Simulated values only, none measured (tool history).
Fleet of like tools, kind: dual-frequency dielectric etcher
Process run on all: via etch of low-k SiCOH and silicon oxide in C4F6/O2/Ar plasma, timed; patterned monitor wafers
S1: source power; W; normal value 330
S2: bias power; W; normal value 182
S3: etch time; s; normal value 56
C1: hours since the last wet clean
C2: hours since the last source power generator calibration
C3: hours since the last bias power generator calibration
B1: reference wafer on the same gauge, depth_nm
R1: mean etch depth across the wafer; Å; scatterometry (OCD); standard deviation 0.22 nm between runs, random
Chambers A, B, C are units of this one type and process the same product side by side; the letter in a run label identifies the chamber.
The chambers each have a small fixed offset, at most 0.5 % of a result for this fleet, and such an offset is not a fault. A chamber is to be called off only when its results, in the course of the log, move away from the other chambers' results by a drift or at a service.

run,day,S1,S2,S3,C1,C2,C3,B1,R1
1A,0.129,330,182,56,43.4,1204.6,2634.5,149.97,1465.3
2C,0.312,330,182,56,321.7,37.2,1347.6,149.91,1460.1
3B,0.496,330,182,56,645.7,1689.5,533.2,149.96,1455
4A,0.729,330,182,56,57.8,1219,2648.9,149.91,1462.8
5C,0.942,330,182,56,336.8,52.3,1362.7,149.87,1456.8
# day 1.1: chamber B: wet clean of the chamber
6B,1.146,330,182,56,1.2,1705.1,548.8,149.81,1451.3
7B,1.292,330,182,56,4.7,1708.6,552.3,149.73,1448.7
8A,1.438,330,182,56,74.8,1236,2665.9,149.76,1460.4
9C,1.579,330,182,56,352.1,67.6,1378,149.72,1458
10B,1.746,400,182,62,15.6,1719.5,563.2,149.7,1733.1
11A,1.962,400,182,62,87.4,1248.6,2678.5,149.69,1739.7
12C,2.079,400,182,62,364.1,79.6,1390,149.62,1735.9
13C,2.188,330,182,56,366.7,82.2,1392.6,149.66,1456.2
14B,2.296,330,182,56,28.8,1732.7,576.4,149.56,1448.4
15A,2.4,330,222,56,97.9,1259.1,2689,149.57,1558.7
16B,2.517,330,222,56,34.1,1738,581.7,149.56,1547.6
17A,2.646,330,222,56,103.8,1265,2694.9,149.56,1557.1
18C,2.775,330,182,56,380.8,96.3,1406.7,149.56,1452.1
19B,2.996,330,182,56,45.6,1749.5,593.2,149.53,1452.5
20A,3.154,330,182,56,116,1277.2,2707.1,149.39,1455.9
21C,3.275,330,182,56,392.8,108.3,1418.7,149.43,1451.4
22A,3.462,330,182,56,123.4,1284.6,2714.5,149.45,1454.9
23C,3.683,330,182,56,402.6,118.1,1428.5,149.4,1449.3
24B,3.904,330,182,56,67.4,1771.3,615,149.32,1446.1
25A,4.058,330,182,56,137.7,1298.9,2728.8,149.29,1457.3
26C,4.229,330,182,56,415.7,131.2,1441.6,149.27,1454
27B,4.362,330,182,56,78.4,1782.3,626,149.24,1443.5
28B,4.533,330,182,56,82.5,1786.4,630.1,149.18,1442.1
29C,4.65,330,182,56,425.8,141.3,1451.7,149.19,1451.6
30A,4.867,330,182,56,157.1,1318.3,2748.2,149.14,1456
31C,5.042,330,182,56,435.2,150.7,1461.1,149.06,1450.3

For the next run the whole fleet of 3 chambers uses the same settings. Give each chamber's results:
32A,5.208,330,182,56,,,,,?
32B,5.208,330,182,56,,,,,?
32C,5.208,330,182,56,,,,,?

run,R1
32A,1455.8
32B,1447.4
32C,1452.2

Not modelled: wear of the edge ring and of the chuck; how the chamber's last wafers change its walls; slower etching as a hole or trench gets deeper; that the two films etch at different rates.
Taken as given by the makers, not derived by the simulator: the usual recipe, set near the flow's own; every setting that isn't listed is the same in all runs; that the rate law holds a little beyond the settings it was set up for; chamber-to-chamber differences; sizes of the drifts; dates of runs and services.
